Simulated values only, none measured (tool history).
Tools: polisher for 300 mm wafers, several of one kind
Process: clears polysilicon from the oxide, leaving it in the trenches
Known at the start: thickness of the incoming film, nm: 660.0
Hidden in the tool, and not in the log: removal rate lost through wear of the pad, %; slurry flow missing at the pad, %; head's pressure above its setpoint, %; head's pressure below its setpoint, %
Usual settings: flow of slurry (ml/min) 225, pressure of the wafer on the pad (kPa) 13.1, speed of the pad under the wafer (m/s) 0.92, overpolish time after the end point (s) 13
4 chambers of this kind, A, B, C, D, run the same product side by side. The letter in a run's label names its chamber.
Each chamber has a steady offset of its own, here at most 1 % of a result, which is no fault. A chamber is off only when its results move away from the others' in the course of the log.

run   hour  flow of slurry (ml/min)  pressure of the wafer on the pad (kPa)  speed of the pad under the wafer (m/s)  overpolish time after the end point (s)  wafers polished on this pad  hours since the slurry nozzle was cleaned  hours since the head pressure was calibrated  time until the end point was called (s)  dishing of a wide line in a test structure (angstrom)
 1D   11.2                      225                                    13.1                                    0.92                                       13                         1019                                      432.9                                         440.6                                   76.839                                                 432.33
 2C   23.8                      225                                    13.1                                    0.92                                       13                         1043                                      279.9                                         339.5                                    77.11                                                 430.08
      35.7  -- chamber C: worn pad replaced by a new one
      36.1  -- chamber B: worn pad replaced by a new one
 3A     37                      225                                    13.1                                    0.92                                       13                          613                                      415.1                                         713.6                                   78.084                                                  420.6
      37.9  -- chamber D: worn pad replaced by a new one
 4B     47                      225                                    13.1                                    0.92                                       13                          138                                      411.7                                         305.2                                   75.741                                                 414.08
 5D   58.1                      225                                    13.1                                    0.92                                       13                          257                                      479.8                                         487.5                                   76.367                                                 428.06
 6C   66.7                      225                                    13.1                                     0.7                                       13                          394                                      322.8                                         382.4                                   99.223                                                 378.93
 7A   81.5                      225                                    13.1                                     0.7                                       13                         1179                                      459.6                                         758.1                                   98.215                                                 374.08
      81.8  -- chamber A: worn pad replaced by a new one
 8B   96.6                      225                                    13.1                                     0.7                                       13                          769                                      461.3                                         354.8                                    103.2                                                 384.69
 9B  111.3                      225                                    13.1                                     0.7                                       13                          956                                        476                                         369.5                                   102.63                                                 386.08
     117.5  -- chamber A: slurry nozzle cleaned
     118.3  -- chamber D: worn pad replaced by a new one
     119.9  -- chamber C: worn pad replaced by a new one
     122.4  -- chamber B: worn pad replaced by a new one
10D    123                      225                                    13.1                                    0.92                                       13                           59                                      544.7                                         552.4                                   76.266                                                 430.65
11C  135.9                      225                                    13.1                                    0.92                                       13                          203                                        392                                         451.6                                   74.787                                                  424.6
12A  150.9                      225                                    13.1                                    0.92                                       13                          879                                       33.4                                         827.5                                   75.296                                                 418.17
13B  161.8                      225                                    13.1                                    0.92                                        5                          501                                      526.5                                           420                                   77.142                                                 283.65
14C  172.2                      225                                    13.1                                    0.92                                        5                          665                                      428.3                                         487.9                                   74.654                                                 277.57
15A  181.6                      225                                    13.1                                    0.92                                        5                         1269                                       64.1                                         858.2                                   77.164                                                 272.83
     183.9  -- chamber B: slurry nozzle cleaned
     186.1  -- chamber A: worn pad replaced by a new one
16D  195.3                      225                                    13.1                                    0.92                                        5                          979                                        617                                         624.7                                   75.526                                                 281.63
     201.8  -- chamber D: worn pad replaced by a new one
17D  203.6                      225                                    13.1                                    0.92                                       13                           23                                      625.3                                           633                                   78.667                                                 435.81
     214.5  -- chamber B: worn pad replaced by a new one
18B  215.4                      225                                    13.1                                    0.92                                       13                           11                                       31.5                                         473.6                                   77.547                                                 440.48
     222.8  -- chamber C: worn pad replaced by a new one
       223  -- chamber D: slurry nozzle cleaned
19C  229.2                      295                                    13.1                                    0.92                                        7                           81                                      485.3                                         544.9                                   76.116                                                 348.79
20A  238.4                      295                                    13.1                                    0.92                                        7                          665                                      120.9                                           915                                   72.754                                                 347.52
21D  247.6                      295                                    13.1                                    0.92                                        7                          582                                       24.7                                           677                                   74.212                                                 334.38
22B  257.9                      295                                    13.1                                    0.92                                        7                          552                                         74                                         516.1                                   74.305                                                 350.14
23C  266.4                      225                                    13.1                                    0.92                                       13                          554                                      522.5                                         582.1                                   81.331                                                 415.24
     272.7  -- chamber A: worn pad replaced by a new one
24A  273.8                      225                                    13.1                                    0.92                                       13                           14                                      156.3                                         950.4                                   74.398                                                 412.86
25C  281.4                      225                                    15.9                                    0.92                                        7                          745                                      537.5                                         597.1                                   65.643                                                 358.08
26D  288.3                      225                                    15.9                                    0.92                                        7                         1100                                       65.4                                         717.7                                   61.838                                                  356.8
     288.4  -- chamber D: worn pad replaced by a new one
       296  -- chamber B: worn pad replaced by a new one
27A  300.2                      225                                    15.9                                    0.92                                        7                          350                                      182.7                                         976.8                                   62.998                                                 364.79
     307.8  -- chamber C: worn pad replaced by a new one
28B  315.3                      225                                    15.9                                    0.92                                        7                          246                                      131.4                                         573.5                                   64.911                                                 369.95
29A  329.9                      225                                    13.1                                    0.64                                        5                          728                                      212.4                                        1006.5                                   110.41                                                 225.53
30C  336.5                      225                                    13.1                                    0.64                                        5                          366                                      592.6                                         652.2                                   116.43                                                 209.36
31B  348.4                      225                                    13.1                                    0.64                                        5                          667                                      164.5                                         606.6                                   113.34                                                  214.9
32D    361                      225                                    13.1                                    0.64                                        5                          924                                      138.1                                         790.4                                   111.37                                                  232.9
     362.3  -- chamber A: worn pad replaced by a new one
33C  370.4                      225                                    13.1                                    0.92                                        9                          797                                      626.5                                         686.1                                   82.648                                                  371.4
     375.6  -- chamber D: worn pad replaced by a new one
34A  385.4                      225                                    13.1                                    0.92                                        9                          294                                      267.9                                          1062                                   74.587                                                 372.01
35B  395.4                      225                                    13.1                                    0.92                                        9                         1265                                      211.5                                         653.6                                   75.729                                                 369.68
       399  -- chamber A: head pressure recalibrated
     402.1  -- chamber B: worn pad replaced by a new one
36D  402.4                      225                                    13.1                                    0.92                                        9                          341                                      179.5                                         831.8                                   75.717                                                 373.56
     405.5  -- chamber C: worn pad replaced by a new one
37B  411.4                      225                                    13.1                                    0.92                                       13                          118                                      227.5                                         669.6                                   79.851                                                 410.04
38A  422.7                      225                                    13.1                                    0.92                                       13                          769                                      305.2                                          23.7                                   76.434                                                 426.96
     437.2  -- chamber C: slurry nozzle cleaned
39D  437.7                      225                                    13.1                                     0.8                                       13                          790                                      214.8                                         867.1                                   88.449                                                 413.04
40C  451.9                      225                                    13.1                                     0.8                                       13                          591                                       14.7                                         767.6                                    97.48                                                 406.77
41C    465                      225                                    13.1                                     0.8                                       13                          757                                       27.8                                         780.7                                   101.36                                                 394.38

Next, every chamber runs the same settings. What will each give?
42A  475.8                      225                                    13.1                                    1.08                                       13                                                                                                                                                              ?                                                      ?
42B  475.8                      225                                    13.1                                    1.08                                       13                                                                                                                                                              ?                                                      ?
42C  475.8                      225                                    13.1                                    1.08                                       13                                                                                                                                                              ?                                                      ?
42D  475.8                      225                                    13.1                                    1.08                                       13                                                                                                                                                              ?                                                      ?

run  time until the end point was called (s)  dishing of a wide line in a test structure (angstrom)
42A                                   63.841                                                 432.17
42B                                   64.529                                                 436.06
42C                                   72.128                                                 416.96
42D                                   66.541                                                 446.31
